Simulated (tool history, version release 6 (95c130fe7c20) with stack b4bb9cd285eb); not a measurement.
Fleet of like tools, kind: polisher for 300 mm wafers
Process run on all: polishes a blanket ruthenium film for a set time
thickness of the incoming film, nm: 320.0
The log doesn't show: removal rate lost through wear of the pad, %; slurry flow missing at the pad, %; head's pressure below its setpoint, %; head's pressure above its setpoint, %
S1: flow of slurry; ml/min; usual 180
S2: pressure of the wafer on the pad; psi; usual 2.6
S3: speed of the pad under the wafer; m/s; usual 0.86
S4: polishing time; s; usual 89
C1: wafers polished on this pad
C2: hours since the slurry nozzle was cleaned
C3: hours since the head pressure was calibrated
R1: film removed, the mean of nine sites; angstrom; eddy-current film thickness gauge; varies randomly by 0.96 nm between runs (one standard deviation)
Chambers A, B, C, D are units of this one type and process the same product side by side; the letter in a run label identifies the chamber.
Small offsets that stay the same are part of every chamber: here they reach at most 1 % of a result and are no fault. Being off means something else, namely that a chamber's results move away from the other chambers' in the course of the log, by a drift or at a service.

| run | hour | S1 | S2 | S3 | S4 | C1 | C2 | C3 | R1 |
|---|---|---|---|---|---|---|---|---|---|
| 1D | 3.1 | 180 | 2.6 | 0.86 | 89 | 1118 | 97.8 | 496.6 | 1040.20 |
|  | 4.9 | chamber A: worn pad replaced by a new one |
| 2C | 7.2 | 180 | 2.6 | 0.86 | 89 | 380 | 809.1 | 268.1 | 1071.80 |
| 3B | 11.7 | 180 | 2.6 | 0.86 | 89 | 727 | 427.5 | 701.2 | 1050.00 |
|  | 12.3 | chamber C: slurry nozzle cleaned |
| 4A | 14.6 | 180 | 2.6 | 0.86 | 89 | 81 | 128.7 | 243.4 | 1030.80 |
| 5A | 17.5 | 180 | 2.6 | 0.86 | 89 | 105 | 131.6 | 246.3 | 1042.00 |
| 6C | 20.6 | 140 | 2.6 | 0.86 | 89 | 492 | 8.3 | 281.5 | 1003.00 |
| 7B | 23.4 | 140 | 2.6 | 0.86 | 89 | 825 | 439.2 | 712.9 | 999.68 |
| 8D | 26.7 | 140 | 2.6 | 0.86 | 89 | 1315 | 121.4 | 520.2 | 1015.50 |
| 9A | 30.8 | 140 | 2.6 | 0.86 | 89 | 216 | 144.9 | 259.6 | 996.99 |
|  | 34.2 | chamber D: worn pad replaced by a new one |
| 10C | 34.9 | 180 | 2.6 | 0.86 | 89 | 611 | 22.6 | 295.8 | 1053.60 |
| 11D | 38.5 | 180 | 2.6 | 0.86 | 89 | 36 | 133.2 | 532.0 | 1042.80 |
| 12B | 42.5 | 180 | 2.6 | 0.86 | 89 | 985 | 458.3 | 732.0 | 1031.60 |
|  | 45.2 | chamber C: worn pad replaced by a new one |
| 13B | 46.1 | 180 | 2.6 | 0.86 | 89 | 1015 | 461.9 | 735.6 | 1042.50 |
| 14A | 48.3 | 180 | 2.6 | 0.86 | 89 | 363 | 162.4 | 277.1 | 1042.50 |
| 15D | 51.8 | 180 | 2.6 | 0.86 | 89 | 147 | 146.5 | 545.3 | 1041.50 |
| 16C | 56.3 | 180 | 2.6 | 0.86 | 89 | 93 | 44.0 | 317.2 | 1058.60 |
| 17B | 59.6 | 180 | 2.6 | 0.86 | 89 | 1128 | 475.4 | 749.1 | 1024.20 |
| 18D | 63.0 | 180 | 2.6 | 0.86 | 89 | 241 | 157.7 | 556.5 | 1050.60 |
|  | 63.6 | chamber B: worn pad replaced by a new one |
| 19C | 66.5 | 180 | 2.3 | 0.70 | 89 | 178 | 54.2 | 327.4 | 751.55 |
| 20A | 70.4 | 180 | 2.3 | 0.70 | 89 | 547 | 184.5 | 299.2 | 756.27 |
| 21B | 72.7 | 180 | 2.3 | 0.70 | 89 | 76 | 488.5 | 762.2 | 751.84 |
| 22C | 76.2 | 180 | 2.3 | 0.70 | 89 | 259 | 63.9 | 337.1 | 755.00 |
| 23D | 80.6 | 180 | 2.6 | 0.86 | 89 | 388 | 175.3 | 574.1 | 1044.10 |
| 24A | 83.3 | 180 | 2.6 | 0.86 | 89 | 655 | 197.4 | 312.1 | 1052.50 |
|  | 84.6 | chamber A: head pressure recalibrated |
| 25A | 87.0 | 180 | 2.6 | 0.86 | 118 | 686 | 201.1 | 2.4 | 1222.20 |
| 26C | 90.1 | 180 | 2.6 | 0.86 | 118 | 375 | 77.8 | 351.0 | 1389.70 |
| 27D | 92.4 | 180 | 2.6 | 0.86 | 118 | 487 | 187.1 | 585.9 | 1386.00 |
| 28B | 96.2 | 180 | 2.6 | 0.86 | 118 | 273 | 512.0 | 785.7 | 1372.20 |
| 29A | 99.4 | 180 | 2.6 | 0.86 | 89 | 790 | 213.5 | 14.8 | 918.19 |
| 30C | 102.8 | 180 | 2.6 | 0.86 | 89 | 481 | 90.5 | 363.7 | 1077.20 |
| 31B | 105.1 | 180 | 2.6 | 0.86 | 89 | 347 | 520.9 | 794.6 | 1039.20 |
|  | 107.3 | chamber D: slurry nozzle cleaned |
| 32D | 107.6 | 180 | 2.6 | 0.86 | 89 | 614 | 0.4 | 601.1 | 1029.50 |
| 33A | 109.9 | 180 | 2.6 | 0.86 | 89 | 877 | 224.0 | 25.3 | 917.06 |
| 34D | 114.4 | 180 | 2.6 | 0.86 | 89 | 671 | 7.2 | 607.9 | 1025.20 |
| 35C | 116.8 | 180 | 2.6 | 0.86 | 89 | 598 | 104.5 | 377.7 | 1052.10 |
| 36B | 121.3 | 180 | 2.6 | 0.86 | 89 | 482 | 537.1 | 810.8 | 1042.00 |
| 37D | 124.8 | 180 | 2.6 | 0.86 | 89 | 757 | 17.6 | 618.3 | 1030.60 |
| 38B | 129.4 | 180 | 2.6 | 0.86 | 89 | 550 | 545.2 | 818.9 | 1050.10 |
| 39A | 132.2 | 180 | 2.6 | 0.86 | 89 | 1064 | 246.3 | 47.6 | 933.26 |
| 40C | 134.3 | 180 | 2.6 | 0.86 | 89 | 745 | 122.0 | 395.2 | 1065.10 |
|  | 136.1 | chamber A: worn pad replaced by a new one |
| 41B | 137.6 | 180 | 2.6 | 0.86 | 89 | 619 | 553.4 | 827.1 | 1039.90 |
| 42A | 140.5 | 180 | 2.6 | 0.86 | 75 | 36 | 254.6 | 55.9 | 776.63 |
| 43C | 143.2 | 180 | 2.6 | 0.86 | 75 | 819 | 130.9 | 404.1 | 904.04 |
| 44D | 146.0 | 180 | 2.6 | 0.86 | 75 | 935 | 38.8 | 639.5 | 861.36 |

Predict what each chamber gives when all 4 of them run the settings below next.
| 45A | 149.3 | 180 | 2.6 | 0.86 | 71 |  |  |  | ? |
| 45B | 149.3 | 180 | 2.6 | 0.86 | 71 |  |  |  | ? |
| 45C | 149.3 | 180 | 2.6 | 0.86 | 71 |  |  |  | ? |
| 45D | 149.3 | 180 | 2.6 | 0.86 | 71 |  |  |  | ? |

| run | R1 |
|---|---|
| 45A | 734.33 |
| 45B | 827.35 |
| 45C | 841.11 |
| 45D | 837.70 |

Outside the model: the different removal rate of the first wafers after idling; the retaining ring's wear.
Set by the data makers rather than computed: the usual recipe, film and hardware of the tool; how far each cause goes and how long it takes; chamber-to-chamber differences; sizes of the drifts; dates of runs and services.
